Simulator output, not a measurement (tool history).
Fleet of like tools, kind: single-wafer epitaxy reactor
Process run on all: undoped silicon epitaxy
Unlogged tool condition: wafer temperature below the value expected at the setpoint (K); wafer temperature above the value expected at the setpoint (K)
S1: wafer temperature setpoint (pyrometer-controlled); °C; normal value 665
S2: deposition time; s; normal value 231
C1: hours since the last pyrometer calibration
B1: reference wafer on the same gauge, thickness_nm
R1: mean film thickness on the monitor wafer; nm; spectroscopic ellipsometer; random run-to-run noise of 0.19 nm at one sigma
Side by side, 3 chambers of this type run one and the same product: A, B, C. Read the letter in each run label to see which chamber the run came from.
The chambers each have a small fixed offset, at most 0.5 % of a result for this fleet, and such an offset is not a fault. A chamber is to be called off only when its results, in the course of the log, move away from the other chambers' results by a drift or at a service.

run,hour,S1,S2,C1,B1,R1
1B,6,665,231,720.2,60.423,54.051
2A,16.5,665,231,1745.3,60.368,53.419
3C,24.5,665,231,594.1,60.434,53.457
4B,30.3,665,231,744.5,60.411,53.515
5C,36.7,665,231,606.3,60.381,53.016
6A,45.4,665,231,1774.2,60.413,53.243
7A,52.5,665,231,1781.3,60.396,53.374
8B,63,665,231,777.2,60.37,53.581
9C,70.7,665,231,640.3,60.451,52.874
10B,78.5,665,231,792.7,60.398,53.448
11A,83.6,655,252,1812.4,60.367,46.805
12C,94.7,655,252,664.3,60.43,46.705
13A,101.2,655,252,1830,60.386,47.009
14C,108.5,665,231,678.1,60.401,52.814
15B,115.4,665,231,829.6,60.407,52.944
16A,125,665,231,1853.8,60.385,53.176
17B,130,665,210,844.2,60.418,48.804
18C,136.6,665,210,706.2,60.376,47.943
19C,147.5,665,210,717.1,60.407,47.456
20B,155.4,665,262,869.6,60.401,60.584
21A,161.5,665,262,1890.3,60.363,60.639
22C,170.9,665,262,740.5,60.447,59.235
23B,178.6,665,231,892.8,60.389,53.141
24A,184.1,665,231,1912.9,60.419,53.265
25B,190.6,665,231,904.8,60.397,53.336
26A,200.4,665,231,1929.2,60.414,53.404
27C,208.6,665,231,778.2,60.393,52.198
28A,215.3,665,214,1944.1,60.363,49.347
29C,221.9,665,214,791.5,60.407,48.191
30B,232.4,665,214,946.6,60.389,49.517
31A,240.9,665,231,1969.7,60.425,53.458
32C,247.8,665,254,817.4,60.392,56.807
33B,255.9,665,254,970.1,60.352,58.845

All 3 chambers run these settings next. Forecast each chamber's results:
34A,263.9,665,202,,,?
34B,263.9,665,202,,,?
34C,263.9,665,202,,,?

run,R1
34A,46.739
34B,46.795
34C,45.11
